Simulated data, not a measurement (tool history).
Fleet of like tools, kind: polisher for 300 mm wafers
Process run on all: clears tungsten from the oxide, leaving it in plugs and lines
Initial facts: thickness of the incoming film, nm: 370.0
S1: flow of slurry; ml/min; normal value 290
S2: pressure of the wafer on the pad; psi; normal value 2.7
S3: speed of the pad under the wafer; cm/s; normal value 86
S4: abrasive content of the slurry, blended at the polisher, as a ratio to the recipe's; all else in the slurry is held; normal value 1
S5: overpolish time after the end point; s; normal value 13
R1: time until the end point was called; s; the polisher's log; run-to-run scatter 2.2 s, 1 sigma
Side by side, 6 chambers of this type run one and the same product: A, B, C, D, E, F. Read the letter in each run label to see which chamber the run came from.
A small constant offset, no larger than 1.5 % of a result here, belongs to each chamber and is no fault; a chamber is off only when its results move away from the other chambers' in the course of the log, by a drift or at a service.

-- hour=2.5 chamber C: slurry tank refilled with fresh slurry and peroxide
-- hour=2.8 chamber D: slurry tank refilled with fresh slurry and peroxide
run 1D hour=3 | S1=290 S2=2.7 S3=86 S4=1 S5=13 | R1=121.65
run 2A hour=5.1 | S1=290 S2=2.7 S3=86 S4=1 S5=13 | R1=125.95
run 3F hour=7.3 | S1=290 S2=2.7 S3=86 S4=1 S5=13 | R1=129.66
run 4C hour=9.8 | S1=290 S2=2.7 S3=86 S4=1 S5=13 | R1=124.53
run 5B hour=12.2 | S1=290 S2=2.7 S3=86 S4=1 S5=13 | R1=128.24
-- hour=13.1 chamber E: slurry tank refilled with fresh slurry and peroxide
-- hour=13.9 chamber D: slurry blender recalibrated
run 6E hour=15.3 | S1=290 S2=2.7 S3=86 S4=1 S5=13 | R1=129.1
run 7D hour=18.5 | S1=290 S2=2.7 S3=86 S4=1 S5=13 | R1=121.82
run 8B hour=20.9 | S1=220 S2=2.7 S3=86 S4=1 S5=9 | R1=133.67
run 9F hour=25.2 | S1=220 S2=2.7 S3=86 S4=1 S5=9 | R1=129.53
run 10C hour=28.7 | S1=220 S2=2.7 S3=86 S4=1 S5=9 | R1=134.48
run 11A hour=31.3 | S1=220 S2=2.7 S3=86 S4=1 S5=9 | R1=130
run 12E hour=35.3 | S1=220 S2=2.7 S3=86 S4=1 S5=9 | R1=131.72
run 13E hour=39.9 | S1=220 S2=2.7 S3=86 S4=1 S5=9 | R1=133.54
run 14B hour=42.3 | S1=290 S2=2.7 S3=86 S4=1 S5=13 | R1=126.36
-- hour=43.8 chamber B: slurry tank refilled with fresh slurry and peroxide
-- hour=44.1 chamber A: slurry blender recalibrated
run 15F hour=46.8 | S1=290 S2=2.7 S3=86 S4=1 S5=13 | R1=126.81
run 16A hour=51.2 | S1=290 S2=2.7 S3=86 S4=1 S5=13 | R1=123.71
run 17C hour=55.7 | S1=290 S2=2.7 S3=86 S4=1 S5=13 | R1=122.18
run 18D hour=58.5 | S1=290 S2=2.7 S3=86 S4=1 S5=13 | R1=128.64
-- hour=62.9 chamber C: slurry tank refilled with fresh slurry and peroxide
run 19B hour=63.1 | S1=290 S2=2.7 S3=86 S4=1 S5=13 | R1=127.75
run 20A hour=66.9 | S1=290 S2=2.7 S3=86 S4=0.85 S5=13 | R1=128.4
-- hour=67.2 chamber B: worn pad replaced by a new one
-- hour=67.7 chamber F: slurry tank refilled with fresh slurry and peroxide
run 21E hour=69.4 | S1=290 S2=2.7 S3=86 S4=0.85 S5=13 | R1=134.54
run 22C hour=72 | S1=290 S2=2.7 S3=86 S4=0.85 S5=13 | R1=127.2
-- hour=73.4 chamber C: worn pad replaced by a new one
run 23D hour=74.1 | S1=290 S2=2.7 S3=86 S4=0.85 S5=13 | R1=131.46
run 24F hour=76.6 | S1=290 S2=2.7 S3=86 S4=0.85 S5=13 | R1=130.69
-- hour=80 chamber D: worn pad replaced by a new one
run 25A hour=80.4 | S1=290 S2=2.7 S3=86 S4=0.85 S5=13 | R1=129.26
-- hour=80.9 chamber A: slurry tank refilled with fresh slurry and peroxide
run 26C hour=83.1 | S1=290 S2=2.7 S3=86 S4=1 S5=13 | R1=123.95
run 27B hour=87.4 | S1=290 S2=2.7 S3=86 S4=1 S5=13 | R1=126.02
run 28E hour=91.5 | S1=290 S2=3.4 S3=86 S4=1 S5=16 | R1=107.54
run 29F hour=95.4 | S1=290 S2=3.4 S3=86 S4=1 S5=16 | R1=101.22
-- hour=96.5 chamber B: slurry tank refilled with fresh slurry and peroxide
run 30D hour=97.5 | S1=290 S2=3.4 S3=86 S4=1 S5=16 | R1=102.41
-- hour=99.2 chamber A: worn pad replaced by a new one
run 31A hour=101.9 | S1=290 S2=3.4 S3=86 S4=1 S5=16 | R1=97.34
-- hour=102.7 chamber C: slurry nozzle cleaned
run 32D hour=104.4 | S1=290 S2=3.4 S3=86 S4=1 S5=16 | R1=98.294
-- hour=106.9 chamber F: worn pad replaced by a new one
run 33E hour=108.6 | S1=290 S2=3.4 S3=86 S4=1 S5=16 | R1=109.49
run 34F hour=111.4 | S1=290 S2=2.7 S3=86 S4=1 S5=13 | R1=127.03
run 35B hour=115.1 | S1=290 S2=2.7 S3=86 S4=1 S5=9 | R1=126.72
run 36C hour=118.8 | S1=290 S2=2.7 S3=86 S4=1 S5=9 | R1=119.9

Which is it: a chamber that has drifted or been left off by a service, a gauge drift common to all chambers, or only each chamber's usual small offset? If a chamber is off, name it and its likeliest cause.

Little by little, chamber E moves away from the other chambers.
What lies behind it: removal rate lost through wear of the pad, % = 8.6.
The log might look much the same if the cause were instead: head's pressure below its setpoint, %; abrasive missing from the slurry, %.

Below are 4 candidate recipes for chamber E's next run, each the usual settings with a change, their results shown as question marks. Which of them brings E's results back in line with what the other chambers give on the usual settings?
Maximum distance from the other chambers' mean on the usual settings for a result to count as in line: R1 7.6 s
run 37E-1 hour=122.2 | S1=290 S2=2.6 S3=82 S4=1 S5=13 | R1=?
run 37E-2 hour=122.2 | S1=290 S2=3.3 S3=86 S4=1 S5=13 | R1=?
run 37E-3 hour=122.2 | S1=290 S2=2.2 S3=86 S4=1 S5=13 | R1=?
run 37E-4 hour=122.2 | S1=295 S2=3 S3=86 S4=1 S5=13 | R1=?

Average result of the remaining chambers running the usual settings: R1 125.78 s
run=37E-1 R1=151.94
run=37E-2 R1=114.07
run=37E-3 R1=171.07
run=37E-4 R1=125.28
The right change is 37E-4: it brings the chamber back within the allowed miss of the others.

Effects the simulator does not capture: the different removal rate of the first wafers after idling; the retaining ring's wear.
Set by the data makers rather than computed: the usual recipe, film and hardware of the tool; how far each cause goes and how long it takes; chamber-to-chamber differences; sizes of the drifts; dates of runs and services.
